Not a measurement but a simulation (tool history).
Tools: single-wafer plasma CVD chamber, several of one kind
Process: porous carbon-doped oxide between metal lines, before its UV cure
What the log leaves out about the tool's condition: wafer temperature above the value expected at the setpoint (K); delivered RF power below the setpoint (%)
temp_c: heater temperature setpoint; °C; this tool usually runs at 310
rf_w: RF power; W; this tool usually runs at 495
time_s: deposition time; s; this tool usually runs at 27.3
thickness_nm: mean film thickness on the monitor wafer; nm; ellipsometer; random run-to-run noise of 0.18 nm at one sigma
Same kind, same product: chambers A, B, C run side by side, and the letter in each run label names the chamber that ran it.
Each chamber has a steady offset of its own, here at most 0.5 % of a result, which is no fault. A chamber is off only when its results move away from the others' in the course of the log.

run	hour	temp_c	rf_w	time_s	hours since the last thermocouple change	hours since the last RF generator calibration	read-back reference wafer on the same gauge, thickness_nm	thickness_nm
1A	4.1	310	495	27.3	2579.2	862.7	128.01	139.13
2B	6.9	310	495	27.3	194.9	184.9	128.06	138.45
3C	9.6	310	495	27.3	2339.1	1605.2	128.10	138.28
4B	12.8	310	495	27.3	200.8	190.8	128.12	138.79
5C	16.6	320	495	30.1	2346.1	1612.2	128.12	144.51
6A	19.5	320	495	30.1	2594.6	878.1	128.16	145.43
7A	22.8	320	495	30.1	2597.9	881.4	128.15	145.24
# hour 23.2: chamber A: thermocouple changed; heater temperature recalibrated
8C	25.3	310	495	27.3	2354.8	1620.9	128.16	138.39
9B	27.7	310	495	27.3	215.7	205.7	128.22	138.69
10A	31.1	310	495	27.3	8.0	889.7	128.22	139.21
11B	33.4	310	495	27.3	221.4	211.4	128.23	138.67
12C	37.4	310	495	27.3	2366.9	1633.0	128.27	138.52
13B	42.3	310	495	27.3	230.3	220.3	128.29	139.17
14C	47.2	310	495	27.3	2376.7	1642.8	128.34	138.96
15A	51.1	310	495	27.3	28.0	909.7	128.35	139.73
16C	54.8	310	495	27.3	2384.3	1650.4	128.40	138.63
17A	59.0	310	495	27.3	35.9	917.6	128.42	139.44
18B	62.8	310	495	27.3	250.8	240.8	128.44	139.23
19C	67.3	310	495	27.3	2396.8	1662.9	128.44	139.36
20A	72.4	310	495	27.3	49.3	931.0	128.52	139.78
21B	74.8	310	495	27.3	262.8	252.8	128.47	139.12
22A	77.6	310	495	27.3	54.5	936.2	128.54	139.75
23B	81.2	310	495	27.3	269.2	259.2	128.53	139.37
24C	83.9	310	495	27.3	2413.4	1679.5	128.59	139.16
25B	88.4	320	495	23.2	276.4	266.4	128.61	112.88
26A	92.6	320	495	23.2	69.5	951.2	128.62	113.30
27C	97.5	320	495	23.2	2427.0	1693.1	128.66	112.63

Next, all 3 chambers run the settings below, one line each with question marks for the results. What does each chamber give?
28A	101.1	310	495	27.3				?
28B	101.1	310	495	27.3				?
28C	101.1	310	495	27.3				?

run	thickness_nm
28A	139.48
28B	139.48
28C	139.17
